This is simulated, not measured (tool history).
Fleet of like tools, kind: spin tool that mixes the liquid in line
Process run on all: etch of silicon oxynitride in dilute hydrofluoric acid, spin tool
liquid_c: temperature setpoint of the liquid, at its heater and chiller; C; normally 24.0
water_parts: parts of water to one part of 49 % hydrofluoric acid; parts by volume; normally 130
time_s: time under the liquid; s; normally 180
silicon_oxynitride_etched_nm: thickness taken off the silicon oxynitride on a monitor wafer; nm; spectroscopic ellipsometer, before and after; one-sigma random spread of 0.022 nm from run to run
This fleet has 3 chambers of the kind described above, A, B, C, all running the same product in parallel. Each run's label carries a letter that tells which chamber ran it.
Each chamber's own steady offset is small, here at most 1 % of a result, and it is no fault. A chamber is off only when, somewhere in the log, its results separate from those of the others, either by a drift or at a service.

run   hour  liquid_c  water_parts  time_s  hours since the thermometer was replaced  hours since the hydrofluoric acid flow meter was replaced  read-back film thickness of the silicon oxynitride reference wafer, read on the same gauge (nm)  silicon_oxynitride_etched_nm
 1B    4.0      24.0          130     180                                    1573.1                                                      264.4                                                                                           110.00                       3.16350
 2A    7.8      24.0          130     180                                     963.9                                                      930.8                                                                                           110.00                       3.28470
 3C   13.8      24.0          130     180                                     888.8                                                      628.9                                                                                           110.03                       3.27730
 4C   20.8      24.0          130     180                                     895.8                                                      635.9                                                                                           109.98                       3.30600
 5B   24.7      24.0          130     180                                    1593.8                                                      285.1                                                                                           109.98                       3.21770
 6A   32.1      24.0          130     180                                     988.2                                                      955.1                                                                                           109.99                       3.21710
 7C   39.5      24.0          130     180                                     914.5                                                      654.6                                                                                           110.00                       3.31430
 8A   44.9      24.0          130     180                                    1001.0                                                      967.9                                                                                           110.03                       3.26080
 9B   48.8      24.0          130     180                                    1617.9                                                      309.2                                                                                           110.00                       3.15880
10A   56.2      24.0          130     180                                    1012.3                                                      979.2                                                                                           110.00                       3.23130
11C   62.9      24.0          130     180                                     937.9                                                      678.0                                                                                           109.99                       3.20670
12B   69.5      24.0          130     180                                    1638.6                                                      329.9                                                                                           110.02                       3.20200
13A   75.7      24.0          130     180                                    1031.8                                                      998.7                                                                                           109.99                       3.25310
14C   79.8      24.0          130     180                                     954.8                                                      694.9                                                                                           110.03                       3.23140
15B   83.4      24.0          130     180                                    1652.5                                                      343.8                                                                                           110.02                       3.20060
16C   89.6      24.0          130     180                                     964.6                                                      704.7                                                                                           110.01                       3.17680
17A   94.8      24.0          130     180                                    1050.9                                                     1017.8                                                                                           109.99                       3.26030
18B  101.2      24.0          130     180                                    1670.3                                                      361.6                                                                                           110.00                       3.21370
19B  106.0      24.0          130     180                                    1675.1                                                      366.4                                                                                           110.00                       3.22370
20C  112.5      24.0          130     180                                     987.5                                                      727.6                                                                                           109.99                       3.10300
21A  116.4      27.5          130     180                                    1072.5                                                     1039.4                                                                                           109.99                       3.78440
22B  120.2      27.5          130     180                                    1689.3                                                      380.6                                                                                           110.00                       3.78520
23C  126.5      27.5          130     180                                    1001.5                                                      741.6                                                                                           110.00                       3.61930
24A  130.1      24.0          130     180                                    1086.2                                                     1053.1                                                                                           110.00                       3.25000
25B  136.2      24.0          175      70                                    1705.3                                                      396.6                                                                                           109.99                       0.88339
26A  142.5      24.0          175      70                                    1098.6                                                     1065.5                                                                                           109.97                       0.91294
27C  146.0      24.0          175      70                                    1021.0                                                      761.1                                                                                           110.00                       0.84406

The same settings go to every chamber for the next run, one line per chamber below. Forecast the results for each:
28A  151.6      24.0          130     180                                                                                                                                                                                                                                   ?
28B  151.6      24.0          130     180                                                                                                                                                                                                                                   ?
28C  151.6      24.0          130     180                                                                                                                                                                                                                                   ?

run  silicon_oxynitride_etched_nm
28A                       3.25160
28B                       3.22770
28C                       3.04650
